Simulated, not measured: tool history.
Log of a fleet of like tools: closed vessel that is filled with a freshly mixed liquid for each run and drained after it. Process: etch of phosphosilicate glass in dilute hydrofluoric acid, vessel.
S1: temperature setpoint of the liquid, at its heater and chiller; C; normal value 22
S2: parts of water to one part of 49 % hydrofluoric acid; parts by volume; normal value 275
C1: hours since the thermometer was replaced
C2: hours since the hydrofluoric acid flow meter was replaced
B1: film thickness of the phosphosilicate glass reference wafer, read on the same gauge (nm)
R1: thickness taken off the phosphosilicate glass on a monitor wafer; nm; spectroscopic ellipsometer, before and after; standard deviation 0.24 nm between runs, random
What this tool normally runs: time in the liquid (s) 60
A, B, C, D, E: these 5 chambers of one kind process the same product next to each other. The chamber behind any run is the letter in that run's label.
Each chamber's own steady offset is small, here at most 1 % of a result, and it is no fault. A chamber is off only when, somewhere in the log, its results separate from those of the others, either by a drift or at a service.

Run 1A, hour 3.6: usual settings; C1 1311.2; C2 277; B1 100.01. Result: R1 33.428 nm.
Run 2D, hour 7.6: usual settings; C1 76.1; C2 802.7; B1 100. Result: R1 33.684 nm.
Run 3C, hour 11.3: usual settings; C1 1256; C2 1000.8; B1 99.979. Result: R1 33.719 nm.
Run 4B, hour 14.8: usual settings; C1 216.9; C2 1549.6; B1 99.991. Result: R1 33.642 nm.
Run 5E, hour 18: usual settings; C1 452.3; C2 974.7; B1 100.01. Result: R1 32.963 nm.
At hour 19.9: chamber B: hydrofluoric acid flow meter replaced.
Run 6A, hour 21.3: usual settings; C1 1328.9; C2 294.7; B1 99.993. Result: R1 33.547 nm.
Run 7D, hour 26.2: usual settings; C1 94.7; C2 821.3; B1 99.981. Result: R1 33.737 nm.
Run 8B, hour 29.5: usual settings but S1 25.5 C, time in the liquid (s) 30; C1 231.6; C2 9.6; B1 100.01. Result: R1 19.074 nm.
Run 9E, hour 32.8: usual settings but S1 25.5 C, time in the liquid (s) 30; C1 467.1; C2 989.5; B1 99.994. Result: R1 18.721 nm.
Run 10C, hour 36.3: usual settings but S1 25.5 C, time in the liquid (s) 30; C1 1281; C2 1025.8; B1 100.01. Result: R1 19.227 nm.
Run 11E, hour 40.1: usual settings but S1 25.5 C, time in the liquid (s) 30; C1 474.4; C2 996.8; B1 99.981. Result: R1 19.045 nm.
At hour 42.5: chamber C: thermometer replaced.
Run 12A, hour 43: usual settings but S1 25.5 C, time in the liquid (s) 30; C1 1350.6; C2 316.4; B1 100.01. Result: R1 18.995 nm.
Run 13B, hour 47: usual settings but S1 20 C, S2 340 parts by volume; C1 249.1; C2 27.1; B1 100.02. Result: R1 23.679 nm.
Run 14C, hour 51.8: usual settings but S1 20 C, S2 340 parts by volume; C1 9.4; C2 1041.3; B1 100.01. Result: R1 24.046 nm.
Run 15D, hour 54.3: usual settings but S1 20 C, S2 340 parts by volume; C1 122.8; C2 849.4; B1 100.02. Result: R1 23.637 nm.
Run 16B, hour 56.8: usual settings but S1 20 C, S2 340 parts by volume; C1 258.9; C2 36.9; B1 99.986. Result: R1 23.6 nm.
Run 17E, hour 59.7: usual settings but S1 20 C, S2 340 parts by volume; C1 494; C2 1016.4; B1 99.999. Result: R1 24.609 nm.
Run 18A, hour 63: usual settings; C1 1370.6; C2 336.4; B1 99.999. Result: R1 33.12 nm.
Run 19D, hour 68.2: usual settings; C1 136.7; C2 863.3; B1 99.996. Result: R1 33.29 nm.
Run 20C, hour 72.1: usual settings but time in the liquid (s) 40; C1 29.7; C2 1061.6; B1 100.02. Result: R1 22.46 nm.
Run 21E, hour 74.7: usual settings but time in the liquid (s) 40; C1 509; C2 1031.4; B1 100. Result: R1 23.411 nm.
Run 22D, hour 79.5: usual settings but time in the liquid (s) 40; C1 148; C2 874.6; B1 99.99. Result: R1 22.262 nm.
Run 23A, hour 84.8: usual settings but time in the liquid (s) 40; C1 1392.4; C2 358.2; B1 100. Result: R1 22.34 nm.
Run 24B, hour 89.9: usual settings but time in the liquid (s) 40; C1 292; C2 70; B1 100. Result: R1 22.479 nm.
Run 25C, hour 94.2: usual settings but S1 24.5 C, S2 350 parts by volume; C1 51.8; C2 1083.7; B1 100. Result: R1 27.118 nm.
Run 26E, hour 98: usual settings but S1 24.5 C, S2 350 parts by volume; C1 532.3; C2 1054.7; B1 99.997. Result: R1 29.137 nm.
Run 27D, hour 101.2: usual settings but S1 24.5 C, S2 350 parts by volume; C1 169.7; C2 896.3; B1 100.01. Result: R1 26.842 nm.
Run 28C, hour 105.1: usual settings but S1 24.5 C, S2 350 parts by volume; C1 62.7; C2 1094.6; B1 99.989. Result: R1 27.038 nm.
Run 29B, hour 107.8: usual settings but S1 24.5 C, S2 350 parts by volume; C1 309.9; C2 87.9; B1 100.01. Result: R1 26.823 nm.
Run 30A, hour 111.3: usual settings; C1 1418.9; C2 384.7; B1 99.989. Result: R1 33.695 nm.

Is one chamber off against the others, does the gauge drift, or is nothing wrong? If a chamber is off, say which, and what the likeliest cause is.

One chamber, E, drifts off from the rest bit by bit.
Cause: hydrofluoric acid flow above the setpoint (%) = 8.66.
From this log alone, it may not be told apart from: liquid hotter than its thermometer reads (K).

Below are 4 candidate recipes for chamber E's next run, each the usual settings with a change, their results shown as question marks. Which of them brings E's results back in line with what the other chambers give on the usual settings?
Allowed miss from the other chambers' usual-settings mean, per result, to count as in line: R1 0.86 nm
Run 31E-1, hour 115: usual settings but S2 280 parts by volume. Result: R1 ?.
Run 31E-2, hour 115: usual settings but S1 24.5 C. Result: R1 ?.
Run 31E-3, hour 115: usual settings but S1 23 C. Result: R1 ?.
Run 31E-4, hour 115: usual settings but S2 295 parts by volume. Result: R1 ?.

On the usual settings, the other chambers give on average: R1 33.675 nm
  run      R1
31E-1  36.113
31E-2  40.375
31E-3  38.286
31E-4   33.84
With 31E-4, the chamber falls back in line with the rest.
